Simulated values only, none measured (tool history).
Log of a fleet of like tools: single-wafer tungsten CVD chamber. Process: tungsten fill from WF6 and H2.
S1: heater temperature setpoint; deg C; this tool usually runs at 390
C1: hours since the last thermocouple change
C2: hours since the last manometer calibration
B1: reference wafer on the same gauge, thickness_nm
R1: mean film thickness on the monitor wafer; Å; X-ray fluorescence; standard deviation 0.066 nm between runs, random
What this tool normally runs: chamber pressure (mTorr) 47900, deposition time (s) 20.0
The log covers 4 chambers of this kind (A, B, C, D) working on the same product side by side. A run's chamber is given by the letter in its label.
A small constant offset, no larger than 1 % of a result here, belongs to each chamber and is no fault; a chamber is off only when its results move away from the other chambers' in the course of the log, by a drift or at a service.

Run 1A, day 0.421: usual settings; C1 53.5; C2 540.9; B1 51.105. Result: R1 592.52 Å.
Run 2B, day 0.958: usual settings; C1 2252.1; C2 714.8; B1 51.116. Result: R1 597.85 Å.
Run 3C, day 1.371: usual settings; C1 490.8; C2 903.2; B1 51.104. Result: R1 593.08 Å.
Run 4D, day 1.967: usual settings; C1 1069.9; C2 782.5; B1 51.130. Result: R1 592.74 Å.
Run 5A, day 2.450: usual settings; C1 102.2; C2 589.6; B1 51.142. Result: R1 593.95 Å.
Run 6B, day 2.796: usual settings; C1 2296.2; C2 758.9; B1 51.143. Result: R1 598.25 Å.
Run 7C, day 3.296: usual settings; C1 537.0; C2 949.4; B1 51.156. Result: R1 592.79 Å.
Run 8D, day 3.812: usual settings but S1 400 deg C, deposition time (s) 16.6; C1 1114.2; C2 826.8; B1 51.155. Result: R1 594.93 Å.
Run 9D, day 4.358: usual settings but S1 400 deg C, deposition time (s) 16.6; C1 1127.3; C2 839.9; B1 51.164. Result: R1 594.46 Å.
Run 10C, day 4.946: usual settings but S1 400 deg C, deposition time (s) 16.6; C1 576.6; C2 989.0; B1 51.176. Result: R1 596.41 Å.
Run 11B, day 5.346: usual settings but S1 400 deg C, deposition time (s) 16.6; C1 2357.4; C2 820.1; B1 51.176. Result: R1 598.13 Å.
Run 12A, day 5.975: usual settings; C1 186.8; C2 674.2; B1 51.195. Result: R1 595.02 Å.
Run 13D, day 6.629: usual settings; C1 1181.8; C2 894.4; B1 51.202. Result: R1 593.07 Å.
Run 14B, day 7.279: usual settings; C1 2403.8; C2 866.5; B1 51.223. Result: R1 598.56 Å.
Run 15A, day 7.808: usual settings; C1 230.8; C2 718.2; B1 51.206. Result: R1 595.02 Å.
Run 16C, day 8.267: usual settings; C1 656.3; C2 1068.7; B1 51.232. Result: R1 594.07 Å.
Run 17B, day 8.738: usual settings; C1 2438.8; C2 901.5; B1 51.242. Result: R1 599.11 Å.
Run 18A, day 9.067: usual settings; C1 261.0; C2 748.4; B1 51.248. Result: R1 595.54 Å.
Run 19D, day 9.646: usual settings; C1 1254.2; C2 966.8; B1 51.250. Result: R1 594.99 Å.
Run 20C, day 10.138: usual settings; C1 701.2; C2 1113.6; B1 51.266. Result: R1 595.30 Å.
Run 21B, day 10.650: usual settings; C1 2484.7; C2 947.4; B1 51.269. Result: R1 600.39 Å.
Run 22D, day 11.192: usual settings but S1 378 deg C, chamber pressure (mTorr) 51900; C1 1291.3; C2 1003.9; B1 51.277. Result: R1 484.82 Å.
Run 23A, day 11.529: usual settings but S1 378 deg C, chamber pressure (mTorr) 51900; C1 320.1; C2 807.5; B1 51.265. Result: R1 485.85 Å.
Run 24C, day 12.062: usual settings but S1 378 deg C, chamber pressure (mTorr) 51900; C1 747.4; C2 1159.8; B1 51.285. Result: R1 484.15 Å.
Run 25B, day 12.496: usual settings but S1 378 deg C, chamber pressure (mTorr) 51900; C1 2529.0; C2 991.7; B1 51.272. Result: R1 490.96 Å.
Run 26C, day 13.146: usual settings but deposition time (s) 18.7; C1 773.4; C2 1185.8; B1 51.303. Result: R1 557.04 Å.
Run 27D, day 13.800: usual settings but deposition time (s) 18.7; C1 1353.9; C2 1066.5; B1 51.315. Result: R1 555.62 Å.
Run 28A, day 14.104: usual settings but deposition time (s) 18.7; C1 381.9; C2 869.3; B1 51.309. Result: R1 557.97 Å.
Run 29D, day 14.404: usual settings but deposition time (s) 18.7; C1 1368.4; C2 1081.0; B1 51.325. Result: R1 556.05 Å.

All 4 chambers run these settings next. Forecast each chamber's results:
Run 30A, day 14.871: usual settings but S1 382 deg C. Result: R1 ?.
Run 30B, day 14.871: usual settings but S1 382 deg C. Result: R1 ?.
Run 30C, day 14.871: usual settings but S1 382 deg C. Result: R1 ?.
Run 30D, day 14.871: usual settings but S1 382 deg C. Result: R1 ?.

run      R1
30A  508.77
30B  513.16
30C  507.80
30D  507.20
